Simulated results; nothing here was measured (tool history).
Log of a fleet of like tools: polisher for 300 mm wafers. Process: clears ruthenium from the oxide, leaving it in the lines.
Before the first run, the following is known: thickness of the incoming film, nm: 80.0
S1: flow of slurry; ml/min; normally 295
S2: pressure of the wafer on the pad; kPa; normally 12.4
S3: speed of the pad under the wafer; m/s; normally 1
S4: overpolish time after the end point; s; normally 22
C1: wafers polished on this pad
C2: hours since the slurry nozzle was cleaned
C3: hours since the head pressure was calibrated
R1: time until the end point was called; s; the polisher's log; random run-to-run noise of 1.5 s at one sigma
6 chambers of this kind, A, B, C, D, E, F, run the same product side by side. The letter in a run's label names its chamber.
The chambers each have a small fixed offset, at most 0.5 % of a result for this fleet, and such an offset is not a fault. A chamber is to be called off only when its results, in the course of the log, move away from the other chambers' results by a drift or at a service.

run,hour,S1,S2,S3,S4,C1,C2,C3,R1
1C,11,295,12.4,1,22,376,128,353.5,94.128
2E,18.3,295,12.4,1,22,1257,20.6,347.2,97.122
# hour 18.5: chamber B: worn pad replaced by a new one
# hour 24.1: chamber D: worn pad replaced by a new one
3A,25.4,295,12.4,1,22,353,299.9,245.3,94.674
# hour 27.2: chamber E: worn pad replaced by a new one
4D,31.1,295,12.4,1,22,61,705.3,955.4,96.685
5F,39.9,295,12.4,1,22,824,210.3,614,95.519
6B,47.9,295,12.4,1,22,256,466.3,1295.4,96.348
7E,55.4,295,12.4,1,22,246,57.7,384.3,94.95
8C,64.4,295,12.4,1,22,842,181.4,406.9,94.616
# hour 67.3: chamber A: worn pad replaced by a new one
9D,75.2,295,12.4,1.2,15,445,749.4,999.5,78.471
10B,87.8,295,12.4,1.2,15,604,506.2,1335.3,77.77
# hour 88.3: chamber C: worn pad replaced by a new one
11A,96.8,295,12.4,1.2,15,257,371.3,316.7,76.77
# hour 98.1: chamber F: worn pad replaced by a new one
12F,105.7,295,12.4,1.2,15,66,276.1,679.8,76.411
# hour 106.2: chamber B: slurry nozzle cleaned
# hour 107.6: chamber D: worn pad replaced by a new one
# hour 111.4: chamber D: head pressure recalibrated
13D,116,295,12.4,1.2,15,73,790.2,4.7,78.772
14B,123,295,12.4,1.2,15,911,16.9,1370.5,77.573
# hour 127.6: chamber D: slurry nozzle cleaned
15F,132.3,295,12.4,1,22,298,302.7,706.4,92.821
16A,140.4,295,12.4,1.3,22,637,414.9,360.3,73.556
17E,151.4,295,12.4,1.3,22,1083,153.7,480.3,73.766
# hour 159: chamber F: head pressure recalibrated
# hour 159.4: chamber A: worn pad replaced by a new one
18C,160.8,295,12.4,1.3,22,631,277.8,503.3,71.199
# hour 162: chamber B: worn pad replaced by a new one
19F,168.6,295,12.4,1.3,22,614,339,9.7,73.068
20A,178.7,295,12.4,1.3,22,168,453.2,398.6,69.769
# hour 180.5: chamber E: worn pad replaced by a new one
21D,187.9,295,12.4,1.3,22,700,60.4,76.6,72.348
# hour 189.7: chamber D: worn pad replaced by a new one
# hour 190.1: chamber A: slurry nozzle cleaned
22C,196.6,295,12.4,1,22,943,313.6,539.1,94.1
# hour 204.3: chamber B: head pressure recalibrated
23B,209.4,295,12.4,1,22,413,103.3,5.1,86.443
24E,219,295,12.4,1,22,336,221.3,547.9,93.656
# hour 222.3: chamber C: worn pad replaced by a new one
25A,226.8,365,12.4,1,22,587,36.7,446.7,91.633
26F,237.3,365,12.4,1,22,1213,407.7,78.4,94.001
# hour 238.3: chamber A: worn pad replaced by a new one
# hour 238.8: chamber F: worn pad replaced by a new one
27B,247.3,365,12.4,1,22,743,141.2,43,84.55
28D,256.7,365,12.4,1,22,583,129.2,145.4,94.782
# hour 262.1: chamber D: worn pad replaced by a new one
29C,268.8,365,12.4,1,22,406,385.8,611.3,92.839
30E,279.3,365,12.4,1,22,861,281.6,608.2,94.144
# hour 280.2: chamber F: slurry nozzle cleaned
31F,290.5,295,12.4,1,22,451,10.4,131.6,93.82
# hour 294.9: chamber B: worn pad replaced by a new one
32D,298,295,12.4,1,22,313,170.5,186.7,96.398
33B,307.5,295,12.4,1,22,110,201.4,103.2,85.189
34E,314.1,295,12.4,1,22,1164,316.4,643,93.87
# hour 321.5: chamber C: head pressure recalibrated
35C,322.3,295,12.4,1,22,872,439.3,0.9,97.93
36A,328.6,295,12.4,1,22,787,138.5,548.5,93.591
37C,341.1,295,12.4,1,22,1036,458.1,19.7,93.354

For the next run the whole fleet of 6 chambers uses the same settings. Give each chamber's results:
38A,350.4,295,12.4,1,22,,,,?
38B,350.4,295,12.4,1,22,,,,?
38C,350.4,295,12.4,1,22,,,,?
38D,350.4,295,12.4,1,22,,,,?
38E,350.4,295,12.4,1,22,,,,?
38F,350.4,295,12.4,1,22,,,,?

run,R1
38A,94.707
38B,86.43
38C,93.796
38D,98.576
38E,93.472
38F,93.298
